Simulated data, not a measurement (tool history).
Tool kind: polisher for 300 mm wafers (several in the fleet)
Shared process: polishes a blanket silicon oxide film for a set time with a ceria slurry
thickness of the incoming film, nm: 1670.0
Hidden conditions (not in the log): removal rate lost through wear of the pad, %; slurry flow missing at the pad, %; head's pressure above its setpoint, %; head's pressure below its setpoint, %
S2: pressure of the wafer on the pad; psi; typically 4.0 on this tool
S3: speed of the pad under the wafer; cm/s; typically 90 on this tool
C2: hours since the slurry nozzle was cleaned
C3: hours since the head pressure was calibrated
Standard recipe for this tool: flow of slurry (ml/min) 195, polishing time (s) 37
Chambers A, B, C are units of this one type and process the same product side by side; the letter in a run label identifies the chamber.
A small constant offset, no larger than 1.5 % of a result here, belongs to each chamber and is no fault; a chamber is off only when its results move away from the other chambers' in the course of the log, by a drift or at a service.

{"run": "1A", "hour": 13.2, "flow of slurry (ml/min)": 195, "S2": 4.0, "S3": 90, "polishing time (s)": 37, "wafers polished on this pad": 498, "C2": 161.8, "C3": 405.9, "film removed (nm)": 171.74}
{"run": "2C", "hour": 28.0, "flow of slurry (ml/min)": 195, "S2": 4.0, "S3": 90, "polishing time (s)": 37, "wafers polished on this pad": 1013, "C2": 434.9, "C3": 496.5, "film removed (nm)": 171.23}
{"hour": 29.5, "done": "chamber C: worn pad replaced by a new one"}
{"hour": 35.8, "done": "chamber B: worn pad replaced by a new one"}
{"run": "3B", "hour": 36.7, "flow of slurry (ml/min)": 195, "S2": 4.0, "S3": 90, "polishing time (s)": 37, "wafers polished on this pad": 10, "C2": 653.7, "C3": 580.9, "film removed (nm)": 174.55}
{"run": "4C", "hour": 46.0, "flow of slurry (ml/min)": 195, "S2": 4.0, "S3": 90, "polishing time (s)": 37, "wafers polished on this pad": 183, "C2": 452.9, "C3": 514.5, "film removed (nm)": 171.11}
{"run": "5B", "hour": 59.9, "flow of slurry (ml/min)": 195, "S2": 4.0, "S3": 90, "polishing time (s)": 37, "wafers polished on this pad": 267, "C2": 676.9, "C3": 604.1, "film removed (nm)": 174.8}
{"hour": 64.5, "done": "chamber A: worn pad replaced by a new one"}
{"run": "6A", "hour": 68.1, "flow of slurry (ml/min)": 195, "S2": 4.0, "S3": 90, "polishing time (s)": 37, "wafers polished on this pad": 40, "C2": 216.7, "C3": 460.8, "film removed (nm)": 172.64}
{"run": "7B", "hour": 84.1, "flow of slurry (ml/min)": 195, "S2": 4.0, "S3": 90, "polishing time (s)": 37, "wafers polished on this pad": 535, "C2": 701.1, "C3": 628.3, "film removed (nm)": 174.09}
{"hour": 90.3, "done": "chamber B: slurry nozzle cleaned"}
{"run": "8A", "hour": 92.8, "flow of slurry (ml/min)": 195, "S2": 4.0, "S3": 90, "polishing time (s)": 37, "wafers polished on this pad": 314, "C2": 241.4, "C3": 485.5, "film removed (nm)": 170.52}
{"run": "9C", "hour": 100.6, "flow of slurry (ml/min)": 195, "S2": 4.0, "S3": 90, "polishing time (s)": 37, "wafers polished on this pad": 788, "C2": 507.5, "C3": 569.1, "film removed (nm)": 170.68}
{"run": "10C", "hour": 113.0, "flow of slurry (ml/min)": 195, "S2": 4.0, "S3": 90, "polishing time (s)": 37, "wafers polished on this pad": 925, "C2": 519.9, "C3": 581.5, "film removed (nm)": 168.29}
{"hour": 120.7, "done": "chamber C: worn pad replaced by a new one"}
{"run": "11A", "hour": 125.8, "flow of slurry (ml/min)": 155, "S2": 4.0, "S3": 90, "polishing time (s)": 37, "wafers polished on this pad": 679, "C2": 274.4, "C3": 518.5, "film removed (nm)": 164.69}
{"hour": 128.9, "done": "chamber B: worn pad replaced by a new one"}
{"run": "12B", "hour": 138.9, "flow of slurry (ml/min)": 155, "S2": 4.0, "S3": 90, "polishing time (s)": 37, "wafers polished on this pad": 111, "C2": 48.7, "C3": 683.1, "film removed (nm)": 167.03}
{"hour": 142.5, "done": "chamber A: worn pad replaced by a new one"}
{"run": "13A", "hour": 147.9, "flow of slurry (ml/min)": 155, "S2": 4.0, "S3": 90, "polishing time (s)": 37, "wafers polished on this pad": 60, "C2": 296.5, "C3": 540.6, "film removed (nm)": 164.14}
{"run": "14B", "hour": 160.7, "flow of slurry (ml/min)": 195, "S2": 2.9, "S3": 90, "polishing time (s)": 28, "wafers polished on this pad": 352, "C2": 70.5, "C3": 704.9, "film removed (nm)": 96.985}
{"hour": 162.7, "done": "chamber A: slurry nozzle cleaned"}
{"run": "15C", "hour": 173.1, "flow of slurry (ml/min)": 195, "S2": 2.9, "S3": 90, "polishing time (s)": 28, "wafers polished on this pad": 581, "C2": 580.0, "C3": 641.6, "film removed (nm)": 92.667}
{"run": "16B", "hour": 188.0, "flow of slurry (ml/min)": 195, "S2": 2.9, "S3": 90, "polishing time (s)": 28, "wafers polished on this pad": 655, "C2": 97.8, "C3": 732.2, "film removed (nm)": 94.969}
{"run": "17A", "hour": 199.9, "flow of slurry (ml/min)": 195, "S2": 4.0, "S3": 90, "polishing time (s)": 37, "wafers polished on this pad": 636, "C2": 37.2, "C3": 592.6, "film removed (nm)": 171.05}
{"hour": 208.0, "done": "chamber C: worn pad replaced by a new one"}
{"hour": 210.5, "done": "chamber B: worn pad replaced by a new one"}
{"run": "18C", "hour": 214.1, "flow of slurry (ml/min)": 195, "S2": 4.0, "S3": 90, "polishing time (s)": 37, "wafers polished on this pad": 68, "C2": 621.0, "C3": 682.6, "film removed (nm)": 169.07}
{"run": "19C", "hour": 228.9, "flow of slurry (ml/min)": 195, "S2": 4.0, "S3": 90, "polishing time (s)": 37, "wafers polished on this pad": 232, "C2": 635.8, "C3": 697.4, "film removed (nm)": 168.4}
{"hour": 231.7, "done": "chamber A: worn pad replaced by a new one"}
{"run": "20B", "hour": 237.9, "flow of slurry (ml/min)": 195, "S2": 4.0, "S3": 90, "polishing time (s)": 37, "wafers polished on this pad": 304, "C2": 147.7, "C3": 782.1, "film removed (nm)": 175.46}
{"run": "21A", "hour": 253.6, "flow of slurry (ml/min)": 195, "S2": 4.0, "S3": 90, "polishing time (s)": 37, "wafers polished on this pad": 243, "C2": 90.9, "C3": 646.3, "film removed (nm)": 170.76}
{"run": "22A", "hour": 261.3, "flow of slurry (ml/min)": 195, "S2": 4.0, "S3": 90, "polishing time (s)": 37, "wafers polished on this pad": 329, "C2": 98.6, "C3": 654.0, "film removed (nm)": 172.23}
{"run": "23B", "hour": 275.0, "flow of slurry (ml/min)": 195, "S2": 4.0, "S3": 90, "polishing time (s)": 37, "wafers polished on this pad": 715, "C2": 184.8, "C3": 819.2, "film removed (nm)": 175.22}
{"hour": 286.7, "done": "chamber C: worn pad replaced by a new one"}
{"run": "24C", "hour": 286.8, "flow of slurry (ml/min)": 195, "S2": 4.0, "S3": 90, "polishing time (s)": 37, "wafers polished on this pad": 1, "C2": 693.7, "C3": 755.3, "film removed (nm)": 166.18}
{"run": "25C", "hour": 302.0, "flow of slurry (ml/min)": 195, "S2": 4.0, "S3": 90, "polishing time (s)": 37, "wafers polished on this pad": 169, "C2": 708.9, "C3": 770.5, "film removed (nm)": 168.21}
{"hour": 305.3, "done": "chamber A: worn pad replaced by a new one"}
{"hour": 306.4, "done": "chamber B: worn pad replaced by a new one"}
{"run": "26A", "hour": 317.8, "flow of slurry (ml/min)": 195, "S2": 4.0, "S3": 90, "polishing time (s)": 37, "wafers polished on this pad": 139, "C2": 155.1, "C3": 710.5, "film removed (nm)": 169.18}
{"run": "27B", "hour": 331.5, "flow of slurry (ml/min)": 195, "S2": 4.0, "S3": 90, "polishing time (s)": 37, "wafers polished on this pad": 278, "C2": 241.3, "C3": 875.7, "film removed (nm)": 174.49}
{"run": "28A", "hour": 347.6, "flow of slurry (ml/min)": 195, "S2": 4.0, "S3": 90, "polishing time (s)": 37, "wafers polished on this pad": 469, "C2": 184.9, "C3": 740.3, "film removed (nm)": 169.73}
{"run": "29C", "hour": 357.8, "flow of slurry (ml/min)": 195, "S2": 4.0, "S3": 90, "polishing time (s)": 37, "wafers polished on this pad": 787, "C2": 764.7, "C3": 826.3, "film removed (nm)": 165.82}
{"hour": 363.4, "done": "chamber C: worn pad replaced by a new one"}
{"run": "30B", "hour": 367.4, "flow of slurry (ml/min)": 195, "S2": 4.0, "S3": 90, "polishing time (s)": 37, "wafers polished on this pad": 676, "C2": 277.2, "C3": 911.6, "film removed (nm)": 172.0}
{"run": "31B", "hour": 380.1, "flow of slurry (ml/min)": 195, "S2": 4.0, "S3": 90, "polishing time (s)": 37, "wafers polished on this pad": 816, "C2": 289.9, "C3": 924.3, "film removed (nm)": 175.29}
{"run": "32A", "hour": 388.8, "flow of slurry (ml/min)": 195, "S2": 4.0, "S3": 90, "polishing time (s)": 37, "wafers polished on this pad": 926, "C2": 226.1, "C3": 781.5, "film removed (nm)": 170.45}
{"hour": 394.2, "done": "chamber B: worn pad replaced by a new one"}
{"hour": 395.6, "done": "chamber A: worn pad replaced by a new one"}
{"run": "33C", "hour": 396.1, "flow of slurry (ml/min)": 195, "S2": 4.0, "S3": 90, "polishing time (s)": 37, "wafers polished on this pad": 362, "C2": 803.0, "C3": 864.6, "film removed (nm)": 162.68}
{"run": "34B", "hour": 408.0, "flow of slurry (ml/min)": 195, "S2": 4.0, "S3": 90, "polishing time (s)": 37, "wafers polished on this pad": 153, "C2": 317.8, "C3": 952.2, "film removed (nm)": 174.56}
{"run": "35A", "hour": 421.0, "flow of slurry (ml/min)": 195, "S2": 4.0, "S3": 90, "polishing time (s)": 37, "wafers polished on this pad": 281, "C2": 258.3, "C3": 813.7, "film removed (nm)": 170.43}

Each of the 3 chambers runs these same settings next. Fill in every chamber's results:
{"run": "36A", "hour": 432.7, "flow of slurry (ml/min)": 195, "S2": 4.0, "S3": 90, "polishing time (s)": 37, "film removed (nm)": "?"}
{"run": "36B", "hour": 432.7, "flow of slurry (ml/min)": 195, "S2": 4.0, "S3": 90, "polishing time (s)": 37, "film removed (nm)": "?"}
{"run": "36C", "hour": 432.7, "flow of slurry (ml/min)": 195, "S2": 4.0, "S3": 90, "polishing time (s)": 37, "film removed (nm)": "?"}

run=36A film_removed_(nm)=168.670
run=36B film_removed_(nm)=172.660
run=36C film_removed_(nm)=163.710
